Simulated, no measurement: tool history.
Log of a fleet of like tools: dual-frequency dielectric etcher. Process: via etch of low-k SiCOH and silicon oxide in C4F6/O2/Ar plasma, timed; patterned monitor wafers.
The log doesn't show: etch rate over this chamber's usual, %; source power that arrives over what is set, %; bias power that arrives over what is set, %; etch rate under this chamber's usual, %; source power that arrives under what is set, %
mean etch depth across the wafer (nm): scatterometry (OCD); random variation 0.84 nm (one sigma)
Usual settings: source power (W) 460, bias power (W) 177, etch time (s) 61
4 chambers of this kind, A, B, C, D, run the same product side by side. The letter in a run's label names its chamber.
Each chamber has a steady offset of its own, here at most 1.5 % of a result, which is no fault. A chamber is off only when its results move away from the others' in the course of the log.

run   hour  source power (W)  bias power (W)  etch time (s)  hours since the last wet clean  hours since the last source power generator calibration  hours since the last bias power generator calibration  read-back reference wafer on the same gauge, depth_nm  mean etch depth across the wafer (nm)
 1D    8.8               460             177             61                           338.4                                                   2518.5                                                  584.8                                                 154.84                                 178.34
 2B     23               460             177             61                           265.6                                                   2930.8                                                 1190.3                                                 154.98                                 179.41
 3A   33.7               460             177             61                           207.2                                                   2114.4                                                 3601.1                                                 155.28                                 181.48
 4C   46.2               460             177             61                            73.7                                                    201.9                                                 2784.2                                                 155.02                                  177.1
 5B   56.5               460             177             61                           299.1                                                   2964.3                                                 1223.8                                                 155.04                                 176.95
 6A   66.7               460             177             61                           240.2                                                   2147.4                                                 3634.1                                                 154.86                                 181.38
 7D   78.6               460             177             61                           408.2                                                   2588.3                                                  654.6                                                 154.98                                 179.69
 8C   85.9               460             177             61                           113.4                                                    241.6                                                 2823.9                                                 155.03                                 178.72
 9B   99.6               460             177             61                           342.2                                                   3007.4                                                 1266.9                                                 154.93                                 179.34
10C  108.1               460             177             61                           135.6                                                    263.8                                                 2846.1                                                 154.86                                 178.29
11D  116.3               460             177             61                           445.9                                                     2626                                                  692.3                                                 154.97                                 177.92
12A  123.6               510             137             61                           297.1                                                   2204.3                                                   3691                                                 155.11                                 173.68
13C  133.7               510             137             61                           161.2                                                    289.4                                                 2871.7                                                 155.08                                 170.53
     134.6  -- chamber B: wet clean of the chamber
14B  146.6               510             137             61                            12.1                                                   3054.4                                                 1313.9                                                 155.05                                  179.9
15A  159.8               510             137             61                           333.3                                                   2240.5                                                 3727.2                                                 155.07                                 175.08
16D  171.5               460             177             61                           501.1                                                   2681.2                                                  747.5                                                 154.72                                 178.56
17D  178.2               460             177             61                           507.8                                                   2687.9                                                  754.2                                                 155.05                                 179.48
     185.2  -- chamber A: wet clean of the chamber
18A  188.5               460             177             47                             3.3                                                   2269.2                                                 3755.9                                                 155.19                                 140.18
19C  200.5               460             177             47                             228                                                    356.2                                                 2938.5                                                 155.08                                  136.4
20B  212.4               460             177             47                            77.9                                                   3120.2                                                 1379.7                                                 155.05                                 144.71
     215.4  -- chamber D: wet clean of the chamber
21B  225.7               460             177             47                            91.2                                                   3133.5                                                   1393                                                 154.98                                 144.44
22A  233.7               460             177             61                            48.5                                                   2314.4                                                 3801.1                                                 154.92                                 182.04
23C  246.9               460             177             61                           274.4                                                    402.6                                                 2984.9                                                 154.99                                 176.23
24D    262               460             177             61                            46.6                                                   2771.7                                                    838                                                 155.06                                 179.18
25A  269.9               460             177             61                            84.7                                                   2350.6                                                 3837.3                                                 154.96                                 179.43

Is one chamber off against the others, does the gauge drift, or is nothing wrong? If a chamber is off, say which, and what the likeliest cause is.

A service left chamber B off against the others.
Cause: etch rate over this chamber's usual, % = 4.35.

Here are 4 candidates for chamber B's next run, each the usual settings with a change, their results left as question marks. Which one brings its results back in line with what the others give on the usual settings?
In line means no further than this from the other chambers' mean on the usual settings: mean etch depth across the wafer (nm) 2.9
26B-1  280.8               460             200             61                                                                                                                                                                                                                                             ?
26B-2  280.8               460             177           61.5                                                                                                                                                                                                                                             ?
26B-3  280.8               450             177             61                                                                                                                                                                                                                                             ?
26B-4  280.8               460             177           58.5                                                                                                                                                                                                                                             ?

The other chambers' mean on the usual settings: mean etch depth across the wafer (nm) 179.01
  run  mean etch depth across the wafer (nm)
26B-1                                 194.21
26B-2                                 188.36
26B-3                                 185.22
26B-4                                 179.17
26B-4 brings the chamber back in line.
